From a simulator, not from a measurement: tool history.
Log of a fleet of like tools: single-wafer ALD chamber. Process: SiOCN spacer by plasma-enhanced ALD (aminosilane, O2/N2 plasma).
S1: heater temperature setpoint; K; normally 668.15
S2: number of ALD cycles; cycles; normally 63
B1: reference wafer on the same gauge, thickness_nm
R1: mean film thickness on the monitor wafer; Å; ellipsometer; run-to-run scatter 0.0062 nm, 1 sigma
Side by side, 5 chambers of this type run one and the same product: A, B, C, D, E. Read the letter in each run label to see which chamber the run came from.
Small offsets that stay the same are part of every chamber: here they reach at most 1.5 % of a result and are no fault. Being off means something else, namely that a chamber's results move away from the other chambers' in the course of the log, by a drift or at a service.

{"run": "1A", "hour": 9.4, "S1": 668.15, "S2": 63, "B1": 3.3692, "R1": 38.073}
{"run": "2E", "hour": 17.8, "S1": 668.15, "S2": 63, "B1": 3.3695, "R1": 38.136}
{"run": "3B", "hour": 24.0, "S1": 668.15, "S2": 63, "B1": 3.3666, "R1": 38.012}
{"run": "4C", "hour": 37.1, "S1": 668.15, "S2": 63, "B1": 3.3695, "R1": 37.535}
{"run": "5D", "hour": 44.6, "S1": 668.15, "S2": 63, "B1": 3.3676, "R1": 37.702}
{"run": "6D", "hour": 57.7, "S1": 668.15, "S2": 63, "B1": 3.3676, "R1": 37.602}
{"run": "7E", "hour": 66.8, "S1": 668.15, "S2": 63, "B1": 3.3665, "R1": 37.973}
{"run": "8A", "hour": 75.6, "S1": 668.15, "S2": 63, "B1": 3.3647, "R1": 38.109}
{"run": "9B", "hour": 88.9, "S1": 668.15, "S2": 63, "B1": 3.3658, "R1": 37.802}
{"run": "10C", "hour": 101.9, "S1": 668.15, "S2": 63, "B1": 3.3647, "R1": 37.593}
{"run": "11B", "hour": 113.2, "S1": 668.15, "S2": 63, "B1": 3.3632, "R1": 37.892}
{"run": "12D", "hour": 119.7, "S1": 668.15, "S2": 63, "B1": 3.3628, "R1": 37.674}
{"run": "13C", "hour": 126.5, "S1": 668.15, "S2": 63, "B1": 3.3628, "R1": 37.495}
{"run": "14E", "hour": 134.5, "S1": 668.15, "S2": 63, "B1": 3.3609, "R1": 38.007}
{"run": "15A", "hour": 145.7, "S1": 668.15, "S2": 63, "B1": 3.3614, "R1": 37.958}
{"run": "16D", "hour": 156.2, "S1": 668.15, "S2": 53, "B1": 3.3614, "R1": 31.568}
{"run": "17C", "hour": 164.0, "S1": 668.15, "S2": 53, "B1": 3.3603, "R1": 31.499}
{"run": "18B", "hour": 172.9, "S1": 668.15, "S2": 53, "B1": 3.3603, "R1": 31.818}
{"run": "19E", "hour": 185.7, "S1": 668.15, "S2": 53, "B1": 3.3599, "R1": 31.967}
{"run": "20A", "hour": 195.8, "S1": 668.15, "S2": 53, "B1": 3.3577, "R1": 31.939}
{"run": "21C", "hour": 203.3, "S1": 663.15, "S2": 68, "B1": 3.3584, "R1": 40.445}
{"run": "22D", "hour": 209.8, "S1": 663.15, "S2": 68, "B1": 3.3572, "R1": 40.504}
{"run": "23E", "hour": 222.9, "S1": 663.15, "S2": 68, "B1": 3.3568, "R1": 41.046}
{"run": "24A", "hour": 234.3, "S1": 663.15, "S2": 68, "B1": 3.3562, "R1": 40.93}
{"run": "25B", "hour": 241.6, "S1": 663.15, "S2": 68, "B1": 3.3554, "R1": 40.842}
{"run": "26A", "hour": 249.8, "S1": 668.15, "S2": 63, "B1": 3.3553, "R1": 37.959}
{"run": "27E", "hour": 260.4, "S1": 668.15, "S2": 63, "B1": 3.3556, "R1": 37.966}
{"run": "28D", "hour": 269.2, "S1": 660.15, "S2": 63, "B1": 3.3544, "R1": 37.536}
{"run": "29C", "hour": 275.4, "S1": 660.15, "S2": 63, "B1": 3.3544, "R1": 37.484}
{"run": "30B", "hour": 286.1, "S1": 660.15, "S2": 63, "B1": 3.3534, "R1": 37.735}
{"run": "31C", "hour": 292.8, "S1": 660.15, "S2": 63, "B1": 3.3527, "R1": 37.381}
{"run": "32A", "hour": 298.9, "S1": 660.15, "S2": 63, "B1": 3.3522, "R1": 37.882}
{"hour": 299.0, "done": "chamber E: thermocouple changed; heater temperature recalibrated"}
{"run": "33D", "hour": 310.5, "S1": 668.15, "S2": 63, "B1": 3.3512, "R1": 37.453}
{"run": "34B", "hour": 319.2, "S1": 668.15, "S2": 63, "B1": 3.3529, "R1": 37.703}
{"run": "35E", "hour": 327.2, "S1": 668.15, "S2": 63, "B1": 3.3514, "R1": 37.849}
{"run": "36B", "hour": 338.1, "S1": 668.15, "S2": 63, "B1": 3.3504, "R1": 37.762}
{"run": "37A", "hour": 345.2, "S1": 668.15, "S2": 63, "B1": 3.3504, "R1": 37.802}
{"run": "38D", "hour": 357.9, "S1": 668.15, "S2": 63, "B1": 3.3497, "R1": 37.374}
{"run": "39E", "hour": 369.4, "S1": 668.15, "S2": 63, "B1": 3.3482, "R1": 37.882}
{"run": "40C", "hour": 381.7, "S1": 668.15, "S2": 63, "B1": 3.348, "R1": 37.186}

Has any chamber moved away from the others, gradually or after a service, or does the common gauge drift, or do the chambers differ only by their own small steady offsets? State the chamber and the most likely cause if one applies.

The gauge drifts, so all chambers seem to drift together. No chamber is off.
Likeliest cause: gauge reads low (%) = 0.673.
